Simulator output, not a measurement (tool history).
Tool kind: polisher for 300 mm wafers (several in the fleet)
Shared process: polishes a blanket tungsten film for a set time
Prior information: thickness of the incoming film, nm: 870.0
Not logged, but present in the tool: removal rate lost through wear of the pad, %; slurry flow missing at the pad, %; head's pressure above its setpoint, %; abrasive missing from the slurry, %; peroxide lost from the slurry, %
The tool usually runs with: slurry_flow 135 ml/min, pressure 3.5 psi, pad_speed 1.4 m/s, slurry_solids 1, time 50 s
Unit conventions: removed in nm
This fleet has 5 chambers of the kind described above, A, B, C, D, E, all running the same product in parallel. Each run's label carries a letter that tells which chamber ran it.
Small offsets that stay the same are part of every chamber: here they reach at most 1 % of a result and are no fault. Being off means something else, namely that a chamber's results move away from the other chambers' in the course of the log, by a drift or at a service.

run,hour,slurry_flow,pressure,pad_speed,slurry_solids,time,wafers polished on this pad,hours since the slurry nozzle was cleaned,hours since the head pressure was calibrated,hours since the slurry blender was calibrated,hours since the slurry got fresh peroxide,removed
# hour 2.4: chamber D: slurry tank refilled with fresh slurry and peroxide
# hour 5.2: chamber A: slurry tank refilled with fresh slurry and peroxide
1B,7,135,3.5,1.4,1,50,360,298.9,470.5,185.2,55.9,267.82
2D,11.3,135,3.5,1.4,1,50,950,38.5,646.6,127.6,8.9,267
3C,16.8,135,3.5,1.4,1,50,547,51.6,275.2,175.1,36.2,266.11
4E,20.4,135,3.5,1.4,1,50,415,134.5,387.2,220.2,130.9,268.57
# hour 23: chamber A: slurry blender recalibrated
5A,24.7,135,3.5,1.4,1,50,413,520.8,112.7,1.8,19.6,265.18
# hour 25.4: chamber B: slurry tank refilled with fresh slurry and peroxide
# hour 28.1: chamber D: slurry blender recalibrated
6E,32.2,135,3.5,1.24,1,50,583,146.3,399,232,142.7,231.23
# hour 37.1: chamber E: head pressure recalibrated
# hour 39.2: chamber B: worn pad replaced by a new one
7D,39.9,135,3.5,1.24,1,50,1355,67.1,675.2,11.8,37.5,235.64
8B,44.1,135,3.5,1.24,1,50,70,336,507.6,222.3,18.8,235.01
# hour 45.6: chamber E: worn pad replaced by a new one
# hour 47: chamber A: slurry tank refilled with fresh slurry and peroxide
9A,47.9,135,3.5,1.24,1,50,742,544,135.9,25,0.9,237.57
# hour 50.8: chamber A: worn pad replaced by a new one
10C,54.4,135,3.5,1.24,1,50,1080,89.2,312.8,212.7,73.8,239.04
# hour 59.2: chamber D: worn pad replaced by a new one
11C,60.3,135,3.5,1.4,1,50,1163,95.1,318.7,218.6,79.7,263.84
12D,64.6,135,3.5,1.4,1,50,76,91.8,699.9,36.5,62.2,268.54
13A,70.2,135,4.2,1.22,1,50,275,566.3,158.2,47.3,23.2,279.26
14B,75.8,135,4.2,1.22,1,50,519,367.7,539.3,254,50.5,279.56
# hour 79.5: chamber C: slurry tank refilled with fresh slurry and peroxide
# hour 80.5: chamber C: worn pad replaced by a new one
# hour 80.8: chamber B: slurry blender recalibrated
15E,82.4,135,4.2,1.22,1,50,522,196.5,45.3,282.2,192.9,278.75
# hour 83.6: chamber A: slurry tank refilled with fresh slurry and peroxide
# hour 87.8: chamber B: worn pad replaced by a new one
16C,90,135,4.2,1.22,1,50,135,124.8,348.4,248.3,10.6,280.89
17A,96.4,135,4.2,1.22,1,50,647,592.5,184.4,73.5,12.9,280.41
18E,100.8,135,3.5,1.4,1,50,783,214.9,63.7,300.6,211.3,264.95
# hour 101.1: chamber B: slurry tank refilled with fresh slurry and peroxide
# hour 102: chamber E: slurry tank refilled with fresh slurry and peroxide
19B,107.8,135,3.5,1.4,1,50,284,399.7,571.3,27.1,6.8,269.53
# hour 113.8: chamber A: worn pad replaced by a new one
20D,114.2,135,3.5,1.4,1,50,779,141.4,749.5,86.1,111.8,273.03
# hour 116.3: chamber E: worn pad replaced by a new one
21C,119.2,135,3.5,1.4,1,50,549,154,377.6,277.5,39.8,268.89
22A,123.3,135,3.5,1.4,1,50,135,619.4,211.3,100.4,39.8,266.7
# hour 125.1: chamber C: slurry blender recalibrated
23B,130.4,135,3.5,1.4,1,50,604,422.3,593.9,49.7,29.4,267.41
# hour 130.5: chamber A: slurry tank refilled with fresh slurry and peroxide
24E,135.1,135,3.5,1.4,1,50,267,249.2,98,334.9,33.1,267.85
25D,139.1,135,3.5,1.4,1,50,1132,166.3,774.4,111,136.7,267.7
# hour 139.9: chamber B: worn pad replaced by a new one
26A,146.1,135,3.5,1.4,1,56,458,642.2,234.1,123.2,15.7,300.13
27D,151.2,135,3.5,1.4,1,56,1303,178.4,786.5,123.1,148.8,300.35
# hour 152.3: chamber D: slurry tank refilled with fresh slurry and peroxide
# hour 154.7: chamber D: worn pad replaced by a new one
28E,157,135,3.5,1.4,1,56,577,271.1,119.9,356.8,55,299.77
# hour 159.4: chamber B: slurry tank refilled with fresh slurry and peroxide
# hour 159.7: chamber D: slurry blender recalibrated
29C,162.8,135,3.5,1.4,1,56,1166,197.6,421.2,37.7,83.4,296.31
30B,168.3,135,3.5,1.4,1,56,403,460.2,631.8,87.6,8.9,300.89
# hour 169.9: chamber E: slurry blender recalibrated
31C,173.2,135,3.5,1.4,1,50,1314,208,431.6,48.1,93.8,262.83
# hour 175.7: chamber E: worn pad replaced by a new one
32D,179.1,135,3.5,1.4,1,50,346,206.3,814.4,19.5,26.8,270.31
33E,182.7,135,3.5,1.4,1,50,99,296.8,145.6,12.8,80.7,265.35

Predict what each chamber gives when all 5 of them run the settings below next.
34A,188.2,135,3.5,1.4,1,60,,,,,,?
34B,188.2,135,3.5,1.4,1,60,,,,,,?
34C,188.2,135,3.5,1.4,1,60,,,,,,?
34D,188.2,135,3.5,1.4,1,60,,,,,,?
34E,188.2,135,3.5,1.4,1,60,,,,,,?

run,removed
34A,317.78
34B,320.73
34C,320.37
34D,319.57
34E,311.73
